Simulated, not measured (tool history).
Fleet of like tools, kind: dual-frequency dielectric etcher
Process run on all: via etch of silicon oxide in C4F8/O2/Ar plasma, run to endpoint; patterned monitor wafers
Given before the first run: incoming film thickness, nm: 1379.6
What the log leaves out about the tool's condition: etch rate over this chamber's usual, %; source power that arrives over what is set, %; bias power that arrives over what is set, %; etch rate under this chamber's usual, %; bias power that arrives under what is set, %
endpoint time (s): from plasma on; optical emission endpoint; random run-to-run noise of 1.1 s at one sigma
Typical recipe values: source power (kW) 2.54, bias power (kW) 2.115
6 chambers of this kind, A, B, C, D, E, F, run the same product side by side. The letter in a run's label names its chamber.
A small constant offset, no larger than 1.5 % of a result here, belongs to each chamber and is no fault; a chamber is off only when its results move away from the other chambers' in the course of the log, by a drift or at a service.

run	hour	source power (kW)	bias power (kW)	hours since the last wet clean	hours since the last source power generator calibration	hours since the last bias power generator calibration	endpoint time (s)
1A	6.2	2.54	2.115	148.5	1241.2	3838.5	244.81
2D	10.8	2.54	2.115	379.6	2378.5	1884.9	245.59
3E	16.2	2.54	2.115	186.7	605.4	1118.3	241.82
4C	20.7	2.54	2.115	260.1	2708.7	2367.9	240.94
5F	29.4	2.54	2.115	142.9	1237.9	2709.9	241
6B	37.6	2.54	2.115	442.1	1919.3	1229.8	246.38
7D	47.2	2.54	2.115	416	2414.9	1921.3	244.34
8B	51.7	2.22	2.386	456.2	1933.4	1243.9	252.01
9F	59	2.22	2.386	172.5	1267.5	2739.5	245.64
10E	64.6	2.22	2.386	235.1	653.8	1166.7	244.49
11A	73.9	2.22	2.386	216.2	1308.9	3906.2	249.54
12C	82.4	2.22	2.386	321.8	2770.4	2429.6	247.4
13B	87.7	2.22	2.386	492.2	1969.4	1279.9	250.82
14A	96.2	2.54	2.115	238.5	1331.2	3928.5	245.02
15D	102.6	2.54	1.761	471.4	2470.3	1976.7	259.58
16C	109.6	2.54	1.761	349	2797.6	2456.8	256.05
17F	115	2.54	1.761	228.5	1323.5	2795.5	254.3
# hour 116.6: chamber C: wet clean of the chamber
18E	123.6	2.54	1.761	294.1	712.8	1225.7	253.91
19C	132.3	2.54	1.761	15.8	2820.3	2479.5	253.55
20D	137.3	2.54	1.761	506.1	2505	2011.4	258.48
21A	145.5	2.54	2.115	287.8	1380.5	3977.8	244.38
22F	151.2	2.54	2.115	264.7	1359.7	2831.7	238.28
23E	158.5	2.54	2.115	329	747.7	1260.6	243.44
24B	167.3	2.54	2.115	571.8	2049	1359.5	247.44
25A	172	2.54	2.115	314.3	1407	4004.3	245.11
26B	180.7	2.54	2.115	585.2	2062.4	1372.9	246.57
27C	188.3	2.54	2.115	71.8	2876.3	2535.5	241.34
28E	193	2.54	2.115	363.5	782.2	1295.1	242.63
29F	197.7	2.54	2.115	311.2	1406.2	2878.2	240.89
30D	203.4	2.54	2.115	572.2	2571.1	2077.5	247.33
31B	208.5	2.54	2.115	613	2090.2	1400.7	246.92
32C	215	2.54	2.115	98.5	2903	2562.2	241.27
33F	223.3	2.54	2.115	336.8	1431.8	2903.8	241.53
34E	231.9	2.54	2.115	402.4	821.1	1334	244.38
35D	236.4	2.54	2.115	605.2	2604.1	2110.5	247.41
36A	243	2.54	1.597	385.3	1478	4075.3	263.13
37E	251.1	2.54	1.597	421.6	840.3	1353.2	263.15

Each of the 6 chambers runs these same settings next. Fill in every chamber's results:
38A	258.2	2.54	2.115				?
38B	258.2	2.54	2.115				?
38C	258.2	2.54	2.115				?
38D	258.2	2.54	2.115				?
38E	258.2	2.54	2.115				?
38F	258.2	2.54	2.115				?

run	endpoint time (s)
38A	244.27
38B	246.48
38C	241.62
38D	246.33
38E	243.98
38F	239.94
